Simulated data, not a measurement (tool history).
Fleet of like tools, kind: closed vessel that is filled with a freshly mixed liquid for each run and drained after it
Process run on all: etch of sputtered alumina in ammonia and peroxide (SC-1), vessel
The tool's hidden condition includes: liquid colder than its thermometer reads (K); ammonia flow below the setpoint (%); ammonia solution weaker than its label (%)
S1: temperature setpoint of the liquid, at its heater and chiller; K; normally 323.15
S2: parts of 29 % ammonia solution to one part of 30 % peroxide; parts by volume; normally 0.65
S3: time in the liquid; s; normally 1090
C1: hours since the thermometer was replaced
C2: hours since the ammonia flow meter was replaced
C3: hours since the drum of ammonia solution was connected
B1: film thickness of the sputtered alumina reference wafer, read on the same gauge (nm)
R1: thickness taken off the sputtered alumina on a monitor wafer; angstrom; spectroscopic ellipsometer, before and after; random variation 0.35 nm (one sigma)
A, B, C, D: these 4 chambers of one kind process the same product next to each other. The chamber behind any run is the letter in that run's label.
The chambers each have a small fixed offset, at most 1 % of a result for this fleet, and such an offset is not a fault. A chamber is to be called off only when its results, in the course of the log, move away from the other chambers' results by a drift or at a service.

run   hour      S1    S2    S3      C1      C2     C3      B1      R1
 1C    5.5  323.15  0.65  1090   128.2   375.4  249.2  139.99  430.98
 2B   13.6  323.15  0.65  1090   452.7  1513.1  464.1  139.98  432.97
 3A   19.2  323.15  0.65  1090  2084.9   385.3  674.0  140.00  431.53
 4D   25.6  323.15  0.65  1090   371.9  1464.6  188.7  140.01  434.77
 5B   30.9  323.15  0.65  1090   470.0  1530.4  481.4  139.99  435.62
 6A   37.2  323.15  0.65  1090  2102.9   403.3  692.0  140.01  431.60
 7C   43.8  323.15  0.65  1090   166.5   413.7  287.5  139.97  429.82
 8D   48.0  323.15  0.45   575   394.3  1487.0  211.1  140.01  221.12
 9D   54.7  323.15  0.45   575   401.0  1493.7  217.8  139.97  219.56
      59.1  -- chamber A: thermometer replaced
10C   60.2  323.15  0.45   575   182.9   430.1  303.9  139.99  216.99
11B   64.7  323.15  0.45   575   503.8  1564.2  515.2  140.01  221.88
12A   71.8  323.15  0.65  1090    12.7   437.9  726.6  139.98  429.46
13A   76.6  323.15  0.65  1090    17.5   442.7  731.4  140.04  439.28
14C   83.5  323.15  0.65  1090   206.2   453.4  327.2  139.99  434.15
15B   91.4  323.15  0.65  1090   530.5  1590.9  541.9  140.01  429.82
      94.3  -- chamber A: new drum of ammonia solution connected
16D   96.0  323.15  0.65  1090   442.3  1535.0  259.1  140.00  433.88
17A  101.6  323.15  0.65  1090    42.5   467.7    7.4  140.02  436.40
     102.5  -- chamber B: new drum of ammonia solution connected
18C  108.1  323.15  0.65  1090   230.8   478.0  351.8  140.00  433.99
19B  114.6  323.15  0.65  1090   553.7  1614.1   12.1  139.99  414.65
20D  121.0  323.15  0.65  1090   467.3  1560.0  284.1  139.96  435.59
21D  126.6  323.15  0.65  1090   472.9  1565.6  289.7  140.01  434.61
22C  132.5  323.15  0.65  1090   255.2   502.4  376.2  140.00  437.31
23B  138.0  323.15  0.65  1090   577.1  1637.5   35.5  139.97  419.72
24A  145.3  323.15  0.65  1090    86.2   511.4   51.1  140.00  434.39
25D  149.4  323.15  0.65  1090   495.7  1588.4  312.5  140.01  436.68
26B  153.4  323.15  0.65  1090   592.5  1652.9   50.9  139.99  417.80
27C  158.6  323.15  0.65  1090   281.3   528.5  402.3  140.00  426.94
28A  165.8  323.15  0.65  1540   106.7   531.9   71.6  140.00  605.19
29B  169.9  323.15  0.65  1540   609.0  1669.4   67.4  140.00  593.19
30C  178.2  323.15  0.65  1540   300.9   548.1  421.9  140.03  610.25
31A  182.5  323.15  0.65  1540   123.4   548.6   88.3  140.00  619.83
32D  187.3  323.15  0.65  1090   533.6  1626.3  350.4  139.99  438.93
33C  191.7  323.15  0.65  1090   314.4   561.6  435.4  140.03  433.61
34A  195.6  323.15  0.65  1090   136.5   561.7  101.4  140.00  428.90
     200.9  -- chamber C: new drum of ammonia solution connected
35B  203.4  323.15  0.65  1090   642.5  1702.9  100.9  140.00  413.50
36D  212.0  323.15  0.65  1090   558.3  1651.0  375.1  139.99  433.97
37C  220.1  323.15  0.65  1090   342.8   590.0   19.3  140.02  434.12
38B  225.5  323.15  0.65  1090   664.6  1725.0  123.0  139.98  404.47
39D  229.4  323.15  0.65  1090   575.7  1668.4  392.5  139.97  440.11
40A  234.3  323.15  0.65  1090   175.2   600.4  140.1  139.95  436.63
41B  242.8  323.15  0.45  1595   681.9  1742.3  140.3  139.98  556.79
42A  247.4  323.15  0.45  1595   188.3   613.5  153.2  139.98  603.13
43D  252.2  323.15  0.45  1595   598.5  1691.2  415.3  140.02  608.74

What goes on in this fleet: one chamber off, a drifting gauge, or nothing beyond the chambers' own small offsets? Name the chamber and the cause, if any.

Little by little, chamber B moves away from the other chambers.
What lies behind it: liquid colder than its thermometer reads (K) = 1.49.

Below are 4 candidate recipes for chamber B's next run, each the usual settings with a change, their results shown as question marks. Which of them brings B's results back in line with what the other chambers give on the usual settings?
In line here means within this much of the mean the other chambers give on the usual settings: R1 12.00 angstrom
44B-1  258.7  323.65  0.65  1110                   ?
44B-2  258.7  322.65  0.65  1070                   ?
44B-3  258.7  323.15  0.65  1185                   ?
44B-4  258.7  321.65  0.65  1090                   ?

Usual-settings mean across the other chambers: R1 434.42 angstrom
  run      R1
44B-1  418.81
44B-2  381.90
44B-3  434.88
44B-4  367.67
Change 44B-3 lands the chamber within the allowed miss of the other chambers.
